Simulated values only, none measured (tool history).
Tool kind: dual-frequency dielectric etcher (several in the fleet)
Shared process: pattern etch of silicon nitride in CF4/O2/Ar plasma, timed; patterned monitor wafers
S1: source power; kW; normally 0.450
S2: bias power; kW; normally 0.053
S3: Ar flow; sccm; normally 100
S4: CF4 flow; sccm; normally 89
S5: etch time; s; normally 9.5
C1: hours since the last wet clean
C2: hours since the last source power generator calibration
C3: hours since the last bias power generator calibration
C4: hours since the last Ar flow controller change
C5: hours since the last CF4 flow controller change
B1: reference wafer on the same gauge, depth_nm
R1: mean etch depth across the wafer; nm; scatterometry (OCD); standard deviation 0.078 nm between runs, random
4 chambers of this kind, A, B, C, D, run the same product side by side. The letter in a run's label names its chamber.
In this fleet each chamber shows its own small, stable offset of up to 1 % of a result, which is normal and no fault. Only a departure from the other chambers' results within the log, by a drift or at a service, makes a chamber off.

| run | day | S1 | S2 | S3 | S4 | S5 | C1 | C2 | C3 | C4 | C5 | B1 | R1 |
|---|---|---|---|---|---|---|---|---|---|---|---|---|---|
| 1B | 0.158 | 0.450 | 0.053 | 100 | 89 | 9.5 | 261.0 | 3146.1 | 1083.2 | 1646.7 | 1520.0 | 15.303 | 16.613 |
| 2D | 0.417 | 0.450 | 0.053 | 100 | 89 | 9.5 | 112.0 | 2082.7 | 3790.2 | 278.2 | 3328.5 | 15.300 | 16.525 |
| 3A | 0.667 | 0.450 | 0.053 | 100 | 89 | 9.5 | 251.2 | 2397.5 | 1453.9 | 3083.2 | 1383.8 | 15.296 | 16.828 |
| 4C | 0.850 | 0.450 | 0.053 | 100 | 89 | 9.5 | 130.0 | 2096.0 | 127.4 | 5052.3 | 1372.6 | 15.308 | 16.778 |
| 5B | 1.029 | 0.450 | 0.053 | 100 | 89 | 9.5 | 281.9 | 3167.0 | 1104.1 | 1667.6 | 1540.9 | 15.299 | 16.671 |
| 6D | 1.358 | 0.450 | 0.053 | 100 | 89 | 9.5 | 134.6 | 2105.3 | 3812.8 | 300.8 | 3351.1 | 15.296 | 16.468 |
| 7C | 1.671 | 0.450 | 0.053 | 100 | 89 | 9.5 | 149.7 | 2115.7 | 147.1 | 5072.0 | 1392.3 | 15.305 | 16.868 |
| 8A | 1.954 | 0.450 | 0.053 | 100 | 89 | 9.5 | 282.1 | 2428.4 | 1484.8 | 3114.1 | 1414.7 | 15.300 | 16.681 |
| 9C | 2.154 | 0.370 | 0.053 | 100 | 106 | 9.5 | 161.3 | 2127.3 | 158.7 | 5083.6 | 1403.9 | 15.297 | 14.566 |
| 10A | 2.362 | 0.370 | 0.053 | 100 | 106 | 9.5 | 291.9 | 2438.2 | 1494.6 | 3123.9 | 1424.5 | 15.304 | 14.291 |
| 11B | 2.671 | 0.370 | 0.053 | 100 | 106 | 9.5 | 321.3 | 3206.4 | 1143.5 | 1707.0 | 1580.3 | 15.277 | 14.239 |
| 12D | 2.900 | 0.370 | 0.053 | 100 | 106 | 9.5 | 171.6 | 2142.3 | 3849.8 | 337.8 | 3388.1 | 15.308 | 14.454 |
| 13D | 3.071 | 0.450 | 0.043 | 100 | 72 | 9.5 | 175.7 | 2146.4 | 3853.9 | 341.9 | 3392.2 | 15.276 | 14.852 |
| 14C | 3.371 | 0.450 | 0.043 | 100 | 72 | 9.5 | 190.5 | 2156.5 | 187.9 | 5112.8 | 1433.1 | 15.301 | 15.083 |
| 15A | 3.683 | 0.450 | 0.043 | 100 | 72 | 9.5 | 323.6 | 2469.9 | 1526.3 | 3155.6 | 1456.2 | 15.318 | 14.971 |
| 16B | 3.904 | 0.450 | 0.043 | 100 | 72 | 9.5 | 350.9 | 3236.0 | 1173.1 | 1736.6 | 1609.9 | 15.293 | 14.862 |
| 17B | 4.046 | 0.450 | 0.053 | 100 | 89 | 9.5 | 354.3 | 3239.4 | 1176.5 | 1740.0 | 1613.3 | 15.298 | 16.636 |
|  | 4.346 | chamber D: source power generator calibrated |
| 18A | 4.362 | 0.450 | 0.053 | 100 | 89 | 9.5 | 339.9 | 2486.2 | 1542.6 | 3171.9 | 1472.5 | 15.302 | 16.650 |
| 19C | 4.679 | 0.450 | 0.053 | 100 | 89 | 9.5 | 221.9 | 2187.9 | 219.3 | 5144.2 | 1464.5 | 15.308 | 16.713 |
| 20D | 4.850 | 0.450 | 0.053 | 100 | 89 | 9.5 | 218.4 | 12.1 | 3896.6 | 384.6 | 3434.9 | 15.271 | 16.006 |
| 21D | 5.146 | 0.450 | 0.053 | 100 | 89 | 9.5 | 225.5 | 19.2 | 3903.7 | 391.7 | 3442.0 | 15.314 | 16.110 |
| 22B | 5.429 | 0.450 | 0.053 | 100 | 89 | 9.5 | 387.5 | 3272.6 | 1209.7 | 1773.2 | 1646.5 | 15.297 | 16.604 |
| 23A | 5.700 | 0.450 | 0.053 | 100 | 89 | 9.5 | 372.0 | 2518.3 | 1574.7 | 3204.0 | 1504.6 | 15.292 | 16.753 |
| 24C | 5.879 | 0.450 | 0.053 | 100 | 89 | 9.5 | 250.7 | 2216.7 | 248.1 | 5173.0 | 1493.3 | 15.292 | 16.854 |
| 25A | 6.062 | 0.520 | 0.053 | 100 | 89 | 11.5 | 380.7 | 2527.0 | 1583.4 | 3212.7 | 1513.3 | 15.297 | 22.908 |
| 26D | 6.221 | 0.520 | 0.053 | 100 | 89 | 11.5 | 251.3 | 45.0 | 3929.5 | 417.5 | 3467.8 | 15.308 | 22.005 |
| 27B | 6.446 | 0.520 | 0.053 | 100 | 89 | 11.5 | 411.9 | 3297.0 | 1234.1 | 1797.6 | 1670.9 | 15.313 | 22.926 |
| 28C | 6.629 | 0.520 | 0.053 | 100 | 89 | 11.5 | 268.7 | 2234.7 | 266.1 | 5191.0 | 1511.3 | 15.301 | 23.089 |
| 29B | 6.871 | 0.450 | 0.053 | 100 | 89 | 9.5 | 422.1 | 3307.2 | 1244.3 | 1807.8 | 1681.1 | 15.283 | 16.695 |
| 30D | 7.175 | 0.450 | 0.053 | 100 | 89 | 9.5 | 274.2 | 67.9 | 3952.4 | 440.4 | 3490.7 | 15.293 | 16.107 |

Next, all 4 chambers run the settings below, one line each with question marks for the results. What does each chamber give?
| 31A | 7.412 | 0.530 | 0.053 | 100 | 89 | 9.5 |  |  |  |  |  |  | ? |
| 31B | 7.412 | 0.530 | 0.053 | 100 | 89 | 9.5 |  |  |  |  |  |  | ? |
| 31C | 7.412 | 0.530 | 0.053 | 100 | 89 | 9.5 |  |  |  |  |  |  | ? |
| 31D | 7.412 | 0.530 | 0.053 | 100 | 89 | 9.5 |  |  |  |  |  |  | ? |

| run | R1 |
|---|---|
| 31A | 19.382 |
| 31B | 19.019 |
| 31C | 19.251 |
| 31D | 18.455 |

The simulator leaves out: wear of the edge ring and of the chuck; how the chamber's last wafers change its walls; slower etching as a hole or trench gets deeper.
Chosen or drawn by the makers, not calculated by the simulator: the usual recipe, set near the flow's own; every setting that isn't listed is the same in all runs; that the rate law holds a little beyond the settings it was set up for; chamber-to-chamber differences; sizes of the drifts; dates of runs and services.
